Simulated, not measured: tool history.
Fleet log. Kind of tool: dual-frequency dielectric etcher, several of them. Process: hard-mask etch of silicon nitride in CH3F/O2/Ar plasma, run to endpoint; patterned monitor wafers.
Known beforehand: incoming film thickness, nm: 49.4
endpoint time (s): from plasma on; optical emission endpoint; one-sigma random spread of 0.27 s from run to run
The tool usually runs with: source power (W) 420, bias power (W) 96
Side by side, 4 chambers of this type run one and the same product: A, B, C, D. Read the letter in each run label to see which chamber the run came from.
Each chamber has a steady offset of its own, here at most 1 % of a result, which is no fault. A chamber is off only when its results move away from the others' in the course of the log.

{"run": "1B", "hour": 8.7, "source power (W)": 420, "bias power (W)": 96, "endpoint time (s)": 63.643}
{"run": "2A", "hour": 16.4, "source power (W)": 420, "bias power (W)": 96, "endpoint time (s)": 63.556}
{"run": "3C", "hour": 25.7, "source power (W)": 420, "bias power (W)": 96, "endpoint time (s)": 63.075}
{"run": "4D", "hour": 34.6, "source power (W)": 420, "bias power (W)": 96, "endpoint time (s)": 62.611}
{"run": "5C", "hour": 40.7, "source power (W)": 450, "bias power (W)": 87, "endpoint time (s)": 63.5}
{"run": "6A", "hour": 48.1, "source power (W)": 450, "bias power (W)": 87, "endpoint time (s)": 64.599}
{"run": "7D", "hour": 57.4, "source power (W)": 450, "bias power (W)": 87, "endpoint time (s)": 62.954}
{"run": "8B", "hour": 66.8, "source power (W)": 450, "bias power (W)": 87, "endpoint time (s)": 64.304}
{"run": "9B", "hour": 71.8, "source power (W)": 420, "bias power (W)": 96, "endpoint time (s)": 63.445}
{"run": "10D", "hour": 79.2, "source power (W)": 420, "bias power (W)": 96, "endpoint time (s)": 62.305}
{"run": "11A", "hour": 88.1, "source power (W)": 420, "bias power (W)": 96, "endpoint time (s)": 63.476}
{"run": "12C", "hour": 95.5, "source power (W)": 420, "bias power (W)": 96, "endpoint time (s)": 63.225}
{"run": "13D", "hour": 99.7, "source power (W)": 350, "bias power (W)": 87, "endpoint time (s)": 68.747}
{"run": "14B", "hour": 108.5, "source power (W)": 350, "bias power (W)": 87, "endpoint time (s)": 70.681}
{"run": "15A", "hour": 115.4, "source power (W)": 350, "bias power (W)": 87, "endpoint time (s)": 70.508}
{"hour": 120.5, "done": "chamber A: wet clean of the chamber"}
{"run": "16C", "hour": 121.4, "source power (W)": 350, "bias power (W)": 87, "endpoint time (s)": 70.11}
{"run": "17C", "hour": 130.7, "source power (W)": 420, "bias power (W)": 96, "endpoint time (s)": 63.358}
{"run": "18B", "hour": 138.9, "source power (W)": 450, "bias power (W)": 106, "endpoint time (s)": 60.355}
{"hour": 139.0, "done": "chamber B: wet clean of the chamber"}
{"run": "19D", "hour": 145.0, "source power (W)": 450, "bias power (W)": 106, "endpoint time (s)": 57.935}
{"run": "20A", "hour": 150.2, "source power (W)": 450, "bias power (W)": 106, "endpoint time (s)": 59.584}
{"run": "21A", "hour": 157.1, "source power (W)": 450, "bias power (W)": 106, "endpoint time (s)": 59.836}
{"run": "22B", "hour": 162.5, "source power (W)": 420, "bias power (W)": 96, "endpoint time (s)": 63.766}
{"run": "23D", "hour": 170.5, "source power (W)": 420, "bias power (W)": 96, "endpoint time (s)": 60.711}
{"run": "24C", "hour": 176.8, "source power (W)": 420, "bias power (W)": 96, "endpoint time (s)": 63.044}

Next, every chamber runs the same settings. What will each give?
{"run": "25A", "hour": 183.8, "source power (W)": 420, "bias power (W)": 96, "endpoint time (s)": "?"}
{"run": "25B", "hour": 183.8, "source power (W)": 420, "bias power (W)": 96, "endpoint time (s)": "?"}
{"run": "25C", "hour": 183.8, "source power (W)": 420, "bias power (W)": 96, "endpoint time (s)": "?"}
{"run": "25D", "hour": 183.8, "source power (W)": 420, "bias power (W)": 96, "endpoint time (s)": "?"}

run=25A endpoint_time_(s)=63.668
run=25B endpoint_time_(s)=63.671
run=25C endpoint_time_(s)=63.512
run=25D endpoint_time_(s)=60.684

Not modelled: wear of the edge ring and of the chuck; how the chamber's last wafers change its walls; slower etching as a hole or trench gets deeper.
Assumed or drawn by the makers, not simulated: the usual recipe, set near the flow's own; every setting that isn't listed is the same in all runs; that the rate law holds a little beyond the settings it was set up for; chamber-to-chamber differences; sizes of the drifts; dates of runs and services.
